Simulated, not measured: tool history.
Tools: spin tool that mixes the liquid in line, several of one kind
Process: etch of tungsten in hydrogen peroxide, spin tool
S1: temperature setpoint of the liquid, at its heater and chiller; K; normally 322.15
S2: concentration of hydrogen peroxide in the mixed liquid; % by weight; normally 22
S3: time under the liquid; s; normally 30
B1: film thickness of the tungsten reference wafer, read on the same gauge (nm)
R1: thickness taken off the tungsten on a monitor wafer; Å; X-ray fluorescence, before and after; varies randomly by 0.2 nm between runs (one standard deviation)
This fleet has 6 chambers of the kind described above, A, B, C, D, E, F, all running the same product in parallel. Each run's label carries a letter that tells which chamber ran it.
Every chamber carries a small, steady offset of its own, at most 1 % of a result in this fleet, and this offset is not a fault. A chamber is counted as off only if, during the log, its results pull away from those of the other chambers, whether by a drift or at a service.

At hour 1.2: chamber A: heated supply line repaired.
Run 1F, hour 4.5: usual settings; B1 49.993. Result: R1 418.86 Å.
Run 2C, hour 9: usual settings; B1 50.022. Result: R1 421.85 Å.
Run 3A, hour 13.4: usual settings; B1 49.987. Result: R1 424.86 Å.
Run 4E, hour 16.7: usual settings; B1 49.985. Result: R1 422.1 Å.
Run 5D, hour 21.2: usual settings; B1 49.991. Result: R1 426.62 Å.
Run 6B, hour 25.3: usual settings; B1 49.977. Result: R1 425.7 Å.
At hour 26.5: chamber C: peroxide flow meter replaced.
Run 7A, hour 28.8: usual settings; B1 49.983. Result: R1 423.99 Å.
Run 8F, hour 32.5: usual settings; B1 50.001. Result: R1 421.6 Å.
Run 9E, hour 34.8: usual settings; B1 49.987. Result: R1 421.91 Å.
At hour 35.1: chamber E: new drum of peroxide connected.
Run 10B, hour 38.9: usual settings; B1 49.991. Result: R1 428.02 Å.
Run 11D, hour 41.2: usual settings; B1 49.998. Result: R1 430.97 Å.
Run 12C, hour 44: usual settings but S2 27.5 % by weight, S3 50 s; B1 49.973. Result: R1 788.5 Å.
Run 13F, hour 47.7: usual settings but S2 27.5 % by weight, S3 50 s; B1 49.998. Result: R1 787.41 Å.
Run 14B, hour 50.2: usual settings but S2 27.5 % by weight, S3 50 s; B1 50.01. Result: R1 798 Å.
Run 15C, hour 53.6: usual settings but S2 27.5 % by weight, S3 50 s; B1 50.001. Result: R1 786.78 Å.
Run 16D, hour 57.3: usual settings but S2 27.5 % by weight, S3 50 s; B1 49.988. Result: R1 808.89 Å.
Run 17A, hour 61.3: usual settings but S2 27.5 % by weight, S3 50 s; B1 50.024. Result: R1 793.82 Å.
Run 18E, hour 65.8: usual settings; B1 49.999. Result: R1 425.23 Å.
Run 19F, hour 69.5: usual settings but S2 17.5 % by weight, S3 35 s; B1 49.996. Result: R1 437.24 Å.
Run 20E, hour 72.5: usual settings but S2 17.5 % by weight, S3 35 s; B1 50.005. Result: R1 441.47 Å.
Run 21A, hour 75.9: usual settings but S2 17.5 % by weight, S3 35 s; B1 50.013. Result: R1 439.59 Å.
Run 22B, hour 78.2: usual settings but S2 17.5 % by weight, S3 35 s; B1 49.993. Result: R1 442.62 Å.
Run 23D, hour 82.9: usual settings but S2 17.5 % by weight, S3 35 s; B1 50.004. Result: R1 458.38 Å.
Run 24C, hour 86.9: usual settings but S2 17.5 % by weight, S3 35 s; B1 50.015. Result: R1 438.41 Å.
At hour 88.9: chamber E: peroxide flow meter replaced.
Run 25C, hour 90.4: usual settings; B1 50. Result: R1 420.06 Å.
Run 26E, hour 94.4: usual settings; B1 49.993. Result: R1 420.96 Å.
Run 27D, hour 97.6: usual settings; B1 49.985. Result: R1 444.47 Å.
Run 28B, hour 101.7: usual settings; B1 49.966. Result: R1 424.94 Å.
Run 29F, hour 106.3: usual settings; B1 49.988. Result: R1 421.88 Å.
Run 30A, hour 109: usual settings; B1 50.017. Result: R1 427.62 Å.
Run 31F, hour 111.3: usual settings; B1 49.994. Result: R1 420.22 Å.
Run 32B, hour 114.7: usual settings; B1 50.01. Result: R1 421.84 Å.
Run 33C, hour 118.5: usual settings but S2 27 % by weight; B1 50.002. Result: R1 466.52 Å.
Run 34A, hour 120.9: usual settings but S2 27 % by weight; B1 49.979. Result: R1 471.18 Å.
Run 35D, hour 123.3: usual settings but S2 27 % by weight; B1 50.008. Result: R1 493.26 Å.
Run 36E, hour 128.3: usual settings but S2 27 % by weight; B1 49.979. Result: R1 469.09 Å.
Run 37A, hour 130.6: usual settings but S2 27 % by weight; B1 49.99. Result: R1 471.17 Å.
Run 38B, hour 133.7: usual settings but S2 27 % by weight; B1 50.007. Result: R1 466.15 Å.

Next, every chamber runs the same settings. What will each give?
Run 39A, hour 137.3: usual settings but S3 15 s. Result: R1 ?.
Run 39B, hour 137.3: usual settings but S3 15 s. Result: R1 ?.
Run 39C, hour 137.3: usual settings but S3 15 s. Result: R1 ?.
Run 39D, hour 137.3: usual settings but S3 15 s. Result: R1 ?.
Run 39E, hour 137.3: usual settings but S3 15 s. Result: R1 ?.
Run 39F, hour 137.3: usual settings but S3 15 s. Result: R1 ?.

run      R1
39A  212.44
39B  212.48
39C  211.56
39D  225.04
39E  211.97
39F  209.92
